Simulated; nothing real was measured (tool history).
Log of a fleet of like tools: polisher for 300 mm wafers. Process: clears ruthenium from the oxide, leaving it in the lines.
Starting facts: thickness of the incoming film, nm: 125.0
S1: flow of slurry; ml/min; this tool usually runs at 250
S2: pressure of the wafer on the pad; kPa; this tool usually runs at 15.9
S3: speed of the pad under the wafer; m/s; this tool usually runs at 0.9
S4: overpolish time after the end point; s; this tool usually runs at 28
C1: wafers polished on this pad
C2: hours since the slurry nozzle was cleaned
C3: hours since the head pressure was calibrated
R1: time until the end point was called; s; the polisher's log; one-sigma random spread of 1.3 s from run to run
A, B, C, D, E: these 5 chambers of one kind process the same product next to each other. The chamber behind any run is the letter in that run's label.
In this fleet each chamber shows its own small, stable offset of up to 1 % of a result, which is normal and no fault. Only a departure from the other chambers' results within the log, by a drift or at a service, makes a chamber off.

{"run": "1A", "hour": 4.4, "S1": 250, "S2": 15.9, "S3": 0.9, "S4": 28, "C1": 67, "C2": 151.6, "C3": 724.7, "R1": 116.87}
{"run": "2E", "hour": 10.2, "S1": 250, "S2": 15.9, "S3": 0.9, "S4": 28, "C1": 766, "C2": 324.4, "C3": 91.7, "R1": 117.51}
{"run": "3D", "hour": 19.5, "S1": 250, "S2": 15.9, "S3": 0.9, "S4": 28, "C1": 696, "C2": 404.7, "C3": 254, "R1": 114.28}
{"run": "4B", "hour": 26.4, "S1": 250, "S2": 15.9, "S3": 0.9, "S4": 28, "C1": 1287, "C2": 264.3, "C3": 460.4, "R1": 117.11}
{"run": "5C", "hour": 32.8, "S1": 250, "S2": 15.9, "S3": 0.9, "S4": 33, "C1": 519, "C2": 40.6, "C3": 302.4, "R1": 115.97}
{"run": "6D", "hour": 40.2, "S1": 250, "S2": 15.9, "S3": 0.9, "S4": 33, "C1": 844, "C2": 425.4, "C3": 274.7, "R1": 116.18}
{"hour": 40.7, "done": "chamber A: head pressure recalibrated"}
{"hour": 41.7, "done": "chamber B: worn pad replaced by a new one"}
{"hour": 45.5, "done": "chamber D: slurry nozzle cleaned"}
{"run": "7E", "hour": 49.3, "S1": 250, "S2": 15.9, "S3": 0.9, "S4": 33, "C1": 1045, "C2": 363.5, "C3": 130.8, "R1": 118.07}
{"hour": 56.7, "done": "chamber E: worn pad replaced by a new one"}
{"run": "8C", "hour": 58.7, "S1": 250, "S2": 15.9, "S3": 0.9, "S4": 33, "C1": 704, "C2": 66.5, "C3": 328.3, "R1": 114.37}
{"run": "9A", "hour": 66.1, "S1": 250, "S2": 15.9, "S3": 0.9, "S4": 33, "C1": 507, "C2": 213.3, "C3": 25.5, "R1": 115.04}
{"hour": 72.5, "done": "chamber B: slurry nozzle cleaned"}
{"run": "10B", "hour": 75.5, "S1": 250, "S2": 15.9, "S3": 0.9, "S4": 28, "C1": 241, "C2": 3.1, "C3": 509.5, "R1": 113.92}
{"run": "11B", "hour": 82.9, "S1": 250, "S2": 15.9, "S3": 0.9, "S4": 28, "C1": 294, "C2": 10.5, "C3": 516.9, "R1": 115.36}
{"run": "12E", "hour": 89.0, "S1": 250, "S2": 17.9, "S3": 0.9, "S4": 28, "C1": 230, "C2": 403.2, "C3": 170.5, "R1": 101.8}
{"run": "13C", "hour": 98.9, "S1": 250, "S2": 17.9, "S3": 0.9, "S4": 28, "C1": 991, "C2": 106.7, "C3": 368.5, "R1": 101.32}
{"run": "14A", "hour": 104.3, "S1": 250, "S2": 17.9, "S3": 0.9, "S4": 28, "C1": 779, "C2": 251.5, "C3": 63.7, "R1": 103.41}
{"hour": 107.1, "done": "chamber D: worn pad replaced by a new one"}
{"run": "15D", "hour": 111.8, "S1": 250, "S2": 17.9, "S3": 0.9, "S4": 28, "C1": 33, "C2": 66.3, "C3": 346.3, "R1": 102.64}
{"hour": 113.6, "done": "chamber A: slurry nozzle cleaned"}
{"run": "16C", "hour": 117.7, "S1": 250, "S2": 17.9, "S3": 0.9, "S4": 28, "C1": 1125, "C2": 125.5, "C3": 387.3, "R1": 102.12}
{"hour": 119.1, "done": "chamber C: worn pad replaced by a new one"}
{"run": "17B", "hour": 123.1, "S1": 250, "S2": 15.9, "S3": 0.9, "S4": 28, "C1": 580, "C2": 50.7, "C3": 557.1, "R1": 114.45}
{"run": "18E", "hour": 132.2, "S1": 250, "S2": 15.9, "S3": 0.9, "S4": 28, "C1": 539, "C2": 446.4, "C3": 213.7, "R1": 115.68}
{"hour": 135.8, "done": "chamber A: worn pad replaced by a new one"}
{"run": "19D", "hour": 138.6, "S1": 250, "S2": 15.9, "S3": 0.9, "S4": 28, "C1": 224, "C2": 93.1, "C3": 373.1, "R1": 117.07}
{"run": "20A", "hour": 146.8, "S1": 250, "S2": 15.9, "S3": 0.9, "S4": 28, "C1": 78, "C2": 33.3, "C3": 106.2, "R1": 115.11}
{"run": "21C", "hour": 155.0, "S1": 250, "S2": 15.9, "S3": 0.9, "S4": 28, "C1": 256, "C2": 162.8, "C3": 424.6, "R1": 112.46}
{"run": "22B", "hour": 164.6, "S1": 250, "S2": 15.9, "S3": 0.9, "S4": 28, "C1": 876, "C2": 92.2, "C3": 598.6, "R1": 115.36}
{"run": "23E", "hour": 169.5, "S1": 250, "S2": 15.9, "S3": 0.9, "S4": 28, "C1": 805, "C2": 483.7, "C3": 251, "R1": 116.49}
{"run": "24D", "hour": 174.6, "S1": 250, "S2": 15.9, "S3": 0.9, "S4": 28, "C1": 481, "C2": 129.1, "C3": 409.1, "R1": 116.48}
{"run": "25A", "hour": 180.9, "S1": 250, "S2": 15.9, "S3": 0.9, "S4": 28, "C1": 322, "C2": 67.4, "C3": 140.3, "R1": 115.57}
{"run": "26A", "hour": 189.3, "S1": 250, "S2": 15.9, "S3": 0.9, "S4": 28, "C1": 382, "C2": 75.8, "C3": 148.7, "R1": 115.56}
{"run": "27B", "hour": 195.3, "S1": 250, "S2": 15.9, "S3": 0.9, "S4": 28, "C1": 1095, "C2": 122.9, "C3": 629.3, "R1": 117.46}
{"run": "28E", "hour": 204.3, "S1": 250, "S2": 15.9, "S3": 0.9, "S4": 28, "C1": 1053, "C2": 518.5, "C3": 285.8, "R1": 116.76}
{"hour": 209.6, "done": "chamber B: worn pad replaced by a new one"}
{"run": "29D", "hour": 214.1, "S1": 250, "S2": 15.9, "S3": 0.9, "S4": 28, "C1": 763, "C2": 168.6, "C3": 448.6, "R1": 114.89}
{"hour": 218.9, "done": "chamber E: worn pad replaced by a new one"}
{"run": "30C", "hour": 220.9, "S1": 185, "S2": 20.7, "S3": 0.9, "S4": 28, "C1": 726, "C2": 228.7, "C3": 490.5, "R1": 91.845}
{"run": "31C", "hour": 229.2, "S1": 185, "S2": 20.7, "S3": 0.9, "S4": 28, "C1": 785, "C2": 237, "C3": 498.8, "R1": 91.125}
{"run": "32D", "hour": 233.8, "S1": 185, "S2": 20.7, "S3": 0.9, "S4": 28, "C1": 903, "C2": 188.3, "C3": 468.3, "R1": 93.703}
{"run": "33A", "hour": 239.6, "S1": 185, "S2": 20.7, "S3": 0.9, "S4": 28, "C1": 740, "C2": 126.1, "C3": 199, "R1": 93.388}
{"run": "34B", "hour": 248.0, "S1": 185, "S2": 20.7, "S3": 0.9, "S4": 28, "C1": 274, "C2": 175.6, "C3": 682, "R1": 89.044}
{"hour": 254.3, "done": "chamber C: worn pad replaced by a new one"}
{"run": "35E", "hour": 255.8, "S1": 250, "S2": 15.9, "S3": 0.9, "S4": 28, "C1": 263, "C2": 570, "C3": 337.3, "R1": 115.62}
{"run": "36C", "hour": 261.6, "S1": 250, "S2": 15.9, "S3": 0.9, "S4": 28, "C1": 52, "C2": 269.4, "C3": 531.2, "R1": 113.92}
{"run": "37B", "hour": 266.0, "S1": 250, "S2": 15.9, "S3": 1.02, "S4": 28, "C1": 402, "C2": 193.6, "C3": 700, "R1": 104.13}
{"run": "38D", "hour": 273.2, "S1": 250, "S2": 15.9, "S3": 1.02, "S4": 28, "C1": 1184, "C2": 227.7, "C3": 507.7, "R1": 103.77}
{"run": "39E", "hour": 278.8, "S1": 250, "S2": 15.9, "S3": 1.02, "S4": 28, "C1": 427, "C2": 593, "C3": 360.3, "R1": 103.25}
{"hour": 282.6, "done": "chamber A: worn pad replaced by a new one"}
{"run": "40A", "hour": 286.2, "S1": 250, "S2": 15.9, "S3": 1.02, "S4": 28, "C1": 26, "C2": 172.7, "C3": 245.6, "R1": 101.92}
{"hour": 293.4, "done": "chamber D: worn pad replaced by a new one"}
{"run": "41D", "hour": 294.6, "S1": 250, "S2": 15.9, "S3": 1.02, "S4": 28, "C1": 9, "C2": 249.1, "C3": 529.1, "R1": 103.54}

One chamber off, gauge drift, or nothing amiss beyond the chambers' own small offsets? If it is a chamber, which one, and what is the likeliest cause?

The fleet is healthy, with each chamber sitting at its usual small offset and no drift in the gauge.

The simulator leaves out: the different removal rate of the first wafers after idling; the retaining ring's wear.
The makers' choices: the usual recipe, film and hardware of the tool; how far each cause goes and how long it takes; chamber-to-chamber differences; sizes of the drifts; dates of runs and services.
